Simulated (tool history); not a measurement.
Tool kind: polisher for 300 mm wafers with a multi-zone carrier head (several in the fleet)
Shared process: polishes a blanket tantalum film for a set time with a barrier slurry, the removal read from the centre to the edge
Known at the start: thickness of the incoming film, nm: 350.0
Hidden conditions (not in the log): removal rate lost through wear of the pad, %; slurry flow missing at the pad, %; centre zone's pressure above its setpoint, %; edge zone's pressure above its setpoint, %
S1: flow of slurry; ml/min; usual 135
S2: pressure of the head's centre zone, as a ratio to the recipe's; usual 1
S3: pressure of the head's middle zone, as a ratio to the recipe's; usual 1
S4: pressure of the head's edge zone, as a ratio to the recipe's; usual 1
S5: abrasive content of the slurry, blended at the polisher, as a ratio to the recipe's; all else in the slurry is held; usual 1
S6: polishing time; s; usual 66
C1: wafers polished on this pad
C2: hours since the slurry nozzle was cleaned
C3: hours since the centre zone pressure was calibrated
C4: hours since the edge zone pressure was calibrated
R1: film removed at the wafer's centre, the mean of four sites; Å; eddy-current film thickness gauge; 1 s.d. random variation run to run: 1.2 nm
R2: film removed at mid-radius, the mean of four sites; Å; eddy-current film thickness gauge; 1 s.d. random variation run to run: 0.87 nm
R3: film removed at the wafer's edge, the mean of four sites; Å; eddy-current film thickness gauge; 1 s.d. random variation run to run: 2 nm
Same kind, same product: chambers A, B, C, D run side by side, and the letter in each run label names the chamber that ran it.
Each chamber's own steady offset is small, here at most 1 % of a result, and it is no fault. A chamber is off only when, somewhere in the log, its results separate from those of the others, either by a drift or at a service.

{"run": "1B", "day": 0.358, "S1": 135, "S2": 1, "S3": 1, "S4": 1, "S5": 1, "S6": 66, "C1": 607, "C2": 522.3, "C3": 995.6, "C4": 187.2, "R1": 1395.1, "R2": 1360.7, "R3": 1352.8}
{"run": "2C", "day": 0.617, "S1": 135, "S2": 1, "S3": 1, "S4": 1, "S5": 1, "S6": 66, "C1": 289, "C2": 90.8, "C3": 322.3, "C4": 851.0, "R1": 1368.8, "R2": 1357.8, "R3": 1340.5}
{"day": 0.788, "done": "chamber A: worn pad replaced by a new one"}
{"run": "3D", "day": 0.967, "S1": 135, "S2": 1, "S3": 1, "S4": 1, "S5": 1, "S6": 66, "C1": 873, "C2": 222.1, "C3": 121.5, "C4": 145.0, "R1": 1356.3, "R2": 1356.8, "R3": 1344.7}
{"run": "4A", "day": 1.217, "S1": 135, "S2": 1, "S3": 1, "S4": 1, "S5": 1, "S6": 66, "C1": 153, "C2": 423.2, "C3": 564.2, "C4": 55.1, "R1": 1345.1, "R2": 1347.1, "R3": 1337.8}
{"run": "5C", "day": 1.467, "S1": 135, "S2": 1, "S3": 1, "S4": 1, "S5": 1, "S6": 66, "C1": 590, "C2": 111.2, "C3": 342.7, "C4": 871.4, "R1": 1336.1, "R2": 1353.6, "R3": 1335.6}
{"run": "6A", "day": 1.771, "S1": 135, "S2": 1, "S3": 1, "S4": 1, "S5": 1, "S6": 66, "C1": 349, "C2": 436.5, "C3": 577.5, "C4": 68.4, "R1": 1336.7, "R2": 1348.8, "R3": 1359.2}
{"day": 1.883, "done": "chamber C: worn pad replaced by a new one"}
{"run": "7D", "day": 1.933, "S1": 135, "S2": 1, "S3": 1, "S4": 1, "S5": 1, "S6": 66, "C1": 1215, "C2": 245.3, "C3": 144.7, "C4": 168.2, "R1": 1339.0, "R2": 1348.6, "R3": 1349.8}
{"day": 1.942, "done": "chamber D: worn pad replaced by a new one"}
{"run": "8B", "day": 2.1, "S1": 135, "S2": 1, "S3": 1, "S4": 1, "S5": 1, "S6": 66, "C1": 1224, "C2": 564.1, "C3": 1037.4, "C4": 229.0, "R1": 1375.3, "R2": 1330.2, "R3": 1287.8}
{"run": "9C", "day": 2.412, "S1": 135, "S2": 1, "S3": 1, "S4": 1, "S5": 1, "S6": 66, "C1": 188, "C2": 133.9, "C3": 365.4, "C4": 894.1, "R1": 1359.9, "R2": 1369.6, "R3": 1386.3}
{"day": 2.433, "done": "chamber A: slurry nozzle cleaned"}
{"day": 2.554, "done": "chamber A: worn pad replaced by a new one"}
{"run": "10D", "day": 2.646, "S1": 135, "S2": 1, "S3": 1, "S4": 1, "S5": 1, "S6": 66, "C1": 249, "C2": 262.4, "C3": 161.8, "C4": 185.3, "R1": 1374.9, "R2": 1354.7, "R3": 1317.1}
{"run": "11A", "day": 2.883, "S1": 135, "S2": 1, "S3": 1, "S4": 1, "S5": 1, "S6": 66, "C1": 117, "C2": 10.9, "C3": 604.2, "C4": 95.1, "R1": 1369.5, "R2": 1363.0, "R3": 1341.3}
{"run": "12B", "day": 3.225, "S1": 135, "S2": 1, "S3": 1, "S4": 1, "S5": 1, "S6": 66, "C1": 1622, "C2": 591.1, "C3": 1064.4, "C4": 256.0, "R1": 1325.0, "R2": 1322.1, "R3": 1343.2}
{"run": "13D", "day": 3.388, "S1": 135, "S2": 1, "S3": 1, "S4": 1, "S5": 1, "S6": 66, "C1": 512, "C2": 280.2, "C3": 179.6, "C4": 203.1, "R1": 1370.9, "R2": 1351.9, "R3": 1393.2}
{"run": "14B", "day": 3.592, "S1": 135, "S2": 1, "S3": 1, "S4": 1, "S5": 1, "S6": 66, "C1": 1751, "C2": 599.9, "C3": 1073.2, "C4": 264.8, "R1": 1320.9, "R2": 1309.4, "R3": 1297.0}
{"day": 3.7, "done": "chamber C: worn pad replaced by a new one"}
{"run": "15C", "day": 3.754, "S1": 135, "S2": 1, "S3": 1, "S4": 1, "S5": 1, "S6": 66, "C1": 20, "C2": 166.1, "C3": 397.6, "C4": 926.3, "R1": 1335.1, "R2": 1369.2, "R3": 1366.7}
{"run": "16A", "day": 4.088, "S1": 135, "S2": 1, "S3": 1, "S4": 1, "S5": 1, "S6": 66, "C1": 543, "C2": 39.8, "C3": 633.1, "C4": 124.0, "R1": 1364.8, "R2": 1352.3, "R3": 1362.6}
{"day": 4.142, "done": "chamber A: worn pad replaced by a new one"}
{"run": "17B", "day": 4.358, "S1": 135, "S2": 1, "S3": 1, "S4": 1, "S5": 1, "S6": 66, "C1": 2023, "C2": 618.3, "C3": 1091.6, "C4": 283.2, "R1": 1322.3, "R2": 1310.9, "R3": 1289.9}
{"run": "18A", "day": 4.567, "S1": 135, "S2": 1, "S3": 1, "S4": 1, "S5": 1, "S6": 66, "C1": 150, "C2": 51.3, "C3": 644.6, "C4": 135.5, "R1": 1356.4, "R2": 1351.7, "R3": 1313.2}
{"day": 4.642, "done": "chamber D: worn pad replaced by a new one"}
{"run": "19C", "day": 4.825, "S1": 135, "S2": 1, "S3": 1, "S4": 1, "S5": 1, "S6": 66, "C1": 399, "C2": 191.8, "C3": 423.3, "C4": 952.0, "R1": 1345.9, "R2": 1380.5, "R3": 1394.5}
{"run": "20D", "day": 5.075, "S1": 135, "S2": 1, "S3": 1, "S4": 1, "S5": 1, "S6": 66, "C1": 153, "C2": 320.7, "C3": 220.1, "C4": 243.6, "R1": 1343.9, "R2": 1352.3, "R3": 1384.5}
{"run": "21D", "day": 5.429, "S1": 135, "S2": 1, "S3": 1, "S4": 1, "S5": 1, "S6": 66, "C1": 279, "C2": 329.2, "C3": 228.6, "C4": 252.1, "R1": 1332.3, "R2": 1345.8, "R3": 1382.2}
{"day": 5.438, "done": "chamber C: worn pad replaced by a new one"}
{"day": 5.612, "done": "chamber A: worn pad replaced by a new one"}
{"run": "22C", "day": 5.662, "S1": 135, "S2": 1, "S3": 1, "S4": 1, "S5": 1, "S6": 66, "C1": 79, "C2": 211.9, "C3": 443.4, "C4": 972.1, "R1": 1334.8, "R2": 1366.1, "R3": 1357.7}
{"day": 5.671, "done": "chamber D: slurry nozzle cleaned"}
{"run": "23B", "day": 6.012, "S1": 135, "S2": 1, "S3": 1, "S4": 1, "S5": 1, "S6": 66, "C1": 2608, "C2": 658.0, "C3": 1131.3, "C4": 322.9, "R1": 1282.0, "R2": 1272.1, "R3": 1256.0}
{"run": "24A", "day": 6.283, "S1": 115, "S2": 1, "S3": 1, "S4": 1, "S5": 1, "S6": 66, "C1": 238, "C2": 92.5, "C3": 685.8, "C4": 176.7, "R1": 1318.2, "R2": 1315.1, "R3": 1317.9}
{"run": "25C", "day": 6.542, "S1": 115, "S2": 1, "S3": 1, "S4": 1, "S5": 1, "S6": 66, "C1": 390, "C2": 233.0, "C3": 464.5, "C4": 993.2, "R1": 1293.1, "R2": 1315.7, "R3": 1327.5}
{"run": "26D", "day": 6.712, "S1": 115, "S2": 1, "S3": 1, "S4": 1, "S5": 1, "S6": 66, "C1": 733, "C2": 25.1, "C3": 259.4, "C4": 282.9, "R1": 1313.5, "R2": 1305.0, "R3": 1303.2}
{"run": "27A", "day": 7.042, "S1": 115, "S2": 1, "S3": 1, "S4": 1, "S5": 1, "S6": 66, "C1": 506, "C2": 110.7, "C3": 704.0, "C4": 194.9, "R1": 1313.1, "R2": 1327.6, "R3": 1340.4}
{"day": 7.062, "done": "chamber B: edge zone pressure recalibrated"}
{"day": 7.221, "done": "chamber A: worn pad replaced by a new one"}
{"run": "28B", "day": 7.379, "S1": 135, "S2": 1, "S3": 1, "S4": 1, "S5": 1, "S6": 66, "C1": 3092, "C2": 690.8, "C3": 1164.1, "C4": 7.7, "R1": 1256.7, "R2": 1228.5, "R3": 1225.6}
{"day": 7.404, "done": "chamber C: worn pad replaced by a new one"}
{"run": "29B", "day": 7.546, "S1": 135, "S2": 1, "S3": 1, "S4": 1, "S5": 1, "S6": 66, "C1": 3151, "C2": 694.8, "C3": 1168.1, "C4": 11.7, "R1": 1257.9, "R2": 1234.8, "R3": 1227.4}
{"run": "30A", "day": 7.821, "S1": 135, "S2": 1, "S3": 1, "S4": 1, "S5": 1, "S6": 66, "C1": 212, "C2": 129.4, "C3": 722.7, "C4": 213.6, "R1": 1382.6, "R2": 1360.0, "R3": 1347.2}
{"run": "31C", "day": 8.004, "S1": 135, "S2": 1, "S3": 1, "S4": 1, "S5": 1, "S6": 66, "C1": 213, "C2": 268.1, "C3": 499.6, "C4": 1028.3, "R1": 1343.8, "R2": 1352.6, "R3": 1301.5}

All chambers now run identical settings, listed one chamber a line with results as question marks. What results will each chamber show?
{"run": "32A", "day": 8.262, "S1": 165, "S2": 1, "S3": 1, "S4": 1, "S5": 1, "S6": 66, "R1": "?", "R2": "?", "R3": "?"}
{"run": "32B", "day": 8.262, "S1": 165, "S2": 1, "S3": 1, "S4": 1, "S5": 1, "S6": 66, "R1": "?", "R2": "?", "R3": "?"}
{"run": "32C", "day": 8.262, "S1": 165, "S2": 1, "S3": 1, "S4": 1, "S5": 1, "S6": 66, "R1": "?", "R2": "?", "R3": "?"}
{"run": "32D", "day": 8.262, "S1": 165, "S2": 1, "S3": 1, "S4": 1, "S5": 1, "S6": 66, "R1": "?", "R2": "?", "R3": "?"}

run=32A R1=1426.2 R2=1405.3 R3=1365.0
run=32B R1=1281.4 R2=1271.4 R3=1221.6
run=32C R1=1391.6 R2=1411.9 R3=1382.4
run=32D R1=1415.3 R2=1411.2 R3=1418.8

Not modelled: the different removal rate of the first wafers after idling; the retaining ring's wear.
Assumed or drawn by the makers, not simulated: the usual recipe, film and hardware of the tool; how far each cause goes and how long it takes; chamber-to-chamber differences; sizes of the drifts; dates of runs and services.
